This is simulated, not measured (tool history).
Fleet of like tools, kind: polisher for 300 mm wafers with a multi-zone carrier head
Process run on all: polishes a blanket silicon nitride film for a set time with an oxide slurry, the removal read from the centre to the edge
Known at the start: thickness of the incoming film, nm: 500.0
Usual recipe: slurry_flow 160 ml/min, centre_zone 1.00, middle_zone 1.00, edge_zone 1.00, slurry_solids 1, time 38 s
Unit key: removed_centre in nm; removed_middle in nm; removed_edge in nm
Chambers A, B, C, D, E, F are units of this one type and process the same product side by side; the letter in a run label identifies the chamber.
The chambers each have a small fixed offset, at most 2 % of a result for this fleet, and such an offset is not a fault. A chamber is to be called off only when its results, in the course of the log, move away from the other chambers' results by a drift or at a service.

run,hour,slurry_flow,centre_zone,middle_zone,edge_zone,slurry_solids,time,wafers polished on this pad,hours since the slurry nozzle was cleaned,hours since the centre zone pressure was calibrated,hours since the edge zone pressure was calibrated,removed_centre,removed_middle,removed_edge
# hour 1.8: chamber F: worn pad replaced by a new one
1E,2.1,160,1.00,1.00,1.00,1,38,720,82.7,794.1,224.9,30.583,30.448,30.545
2C,4.8,160,1.00,1.00,1.00,1,38,893,228.6,768.1,89.6,30.572,31.359,29.996
# hour 5.2: chamber B: centre zone pressure recalibrated
3F,7.9,160,1.00,1.00,1.00,1,38,57,244.7,991.4,240.9,31.143,31.497,30.763
4A,10.6,160,1.00,1.00,1.00,1,38,616,168.5,14.8,461.7,30.991,30.824,31.321
5D,13.5,160,1.00,1.00,1.00,1,38,848,170.5,1071.9,413.0,30.686,30.968,30.953
6B,15.7,160,1.00,1.00,1.00,1,38,520,564.3,10.6,139.6,31.059,31.063,31.231
7B,20.0,160,1.00,1.00,1.00,1,38,561,568.6,14.9,143.9,31.074,31.379,30.520
8E,23.2,160,1.00,1.00,1.00,1,38,917,103.8,815.2,246.0,30.426,31.212,30.102
9C,25.1,160,1.00,1.00,0.89,1,31,1083,248.9,788.4,109.9,24.991,25.608,23.031
10F,29.3,160,1.00,1.00,0.89,1,31,257,266.1,1012.8,262.3,25.075,25.561,23.540
11A,32.1,160,1.00,1.00,0.89,1,31,817,190.0,36.3,483.2,25.157,25.540,23.891
12D,35.2,160,1.00,1.00,0.89,1,31,1051,192.2,1093.6,434.7,25.638,24.817,23.817
13F,37.7,160,1.00,1.00,0.89,1,31,336,274.5,1021.2,270.7,25.591,25.093,23.857
14B,42.1,160,1.00,1.00,0.89,1,31,767,590.7,37.0,166.0,25.382,25.465,23.959
15D,46.0,160,1.00,1.00,1.00,1,38,1152,203.0,1104.4,445.5,31.076,31.087,30.858
16E,49.4,160,0.94,1.07,1.00,1,38,1162,130.0,841.4,272.2,28.130,33.284,30.483
17A,53.8,160,0.94,1.07,1.00,1,38,1020,211.7,58.0,504.9,28.750,33.437,30.887
18C,57.7,160,0.94,1.07,1.00,1,38,1388,281.5,821.0,142.5,27.829,32.741,30.520
# hour 58.2: chamber D: worn pad replaced by a new one
19F,62.2,160,0.94,1.07,1.00,1,38,565,299.0,1045.7,295.2,28.512,32.989,30.492
20C,66.3,160,0.94,1.07,1.00,1,38,1468,290.1,829.6,151.1,29.106,32.007,29.847
21B,69.7,160,0.94,1.07,1.00,1,38,1026,618.3,64.6,193.6,28.968,33.791,29.974
# hour 70.1: chamber A: worn pad replaced by a new one
22A,72.9,160,0.90,1.00,1.00,1,32,26,230.8,77.1,524.0,22.777,26.124,26.093
23D,75.6,160,0.90,1.00,1.00,1,32,163,232.6,1134.0,475.1,23.768,26.045,25.909
# hour 76.9: chamber E: worn pad replaced by a new one
# hour 76.9: chamber B: worn pad replaced by a new one
24E,79.6,160,0.90,1.00,1.00,1,32,25,160.2,871.6,302.4,23.079,26.238,25.595
25E,84.1,160,0.90,1.00,1.00,1,32,67,164.7,876.1,306.9,23.174,26.805,25.393
26F,86.7,160,0.90,1.00,1.00,1,32,794,323.5,1070.2,319.7,23.149,26.383,26.073
27A,91.0,160,0.90,1.00,1.00,1,32,195,248.9,95.2,542.1,23.090,26.410,26.436
# hour 93.0: chamber F: worn pad replaced by a new one
28C,93.6,160,1.00,1.00,1.00,1,38,1724,317.4,856.9,178.4,29.243,29.824,28.612
29D,95.7,160,1.00,1.00,1.00,1,38,351,252.7,1154.1,495.2,31.259,30.956,30.781
30B,98.9,160,1.00,1.00,1.00,1,38,206,647.5,93.8,222.8,31.249,31.076,30.658
31F,102.8,160,1.00,1.00,1.00,1,38,92,339.6,1086.3,335.8,31.822,32.022,31.093
32D,106.4,160,1.00,1.00,1.00,1,38,451,263.4,1164.8,505.9,31.314,31.262,31.338
33E,108.8,160,1.00,1.00,1.00,1,38,298,189.4,900.8,331.6,31.375,31.616,31.188
# hour 110.8: chamber D: centre zone pressure recalibrated
34B,112.6,160,1.00,1.00,1.00,1,38,334,661.2,107.5,236.5,31.941,31.730,30.889
35A,117.1,160,1.00,1.00,1.00,1,38,439,275.0,121.3,568.2,31.025,31.371,31.194
36C,120.5,160,1.00,1.00,1.00,1,38,1975,344.3,883.8,205.3,28.672,28.786,28.033
37F,123.8,160,1.00,1.00,1.00,1,38,288,360.6,1107.3,356.8,31.618,31.417,30.926
38E,126.8,160,1.00,1.00,1.00,1,38,466,207.4,918.8,349.6,29.634,30.748,30.404
39C,129.0,160,1.00,1.00,1.00,1,38,2055,352.8,892.3,213.8,27.965,29.080,28.024
40D,133.0,160,1.00,1.00,1.04,1,38,700,290.0,22.3,532.5,30.839,30.987,32.042

For the next run the whole fleet of 6 chambers uses the same settings. Give each chamber's results:
41A,136.2,160,1.00,1.00,1.00,1,38,,,,,?,?,?
41B,136.2,160,1.00,1.00,1.00,1,38,,,,,?,?,?
41C,136.2,160,1.00,1.00,1.00,1,38,,,,,?,?,?
41D,136.2,160,1.00,1.00,1.00,1,38,,,,,?,?,?
41E,136.2,160,1.00,1.00,1.00,1,38,,,,,?,?,?
41F,136.2,160,1.00,1.00,1.00,1,38,,,,,?,?,?

run,removed_centre,removed_middle,removed_edge
41A,30.597,30.618,31.191
41B,31.370,30.404,30.896
41C,27.711,28.330,27.922
41D,31.275,31.084,31.337
41E,30.514,31.100,31.036
41F,31.463,31.353,30.489
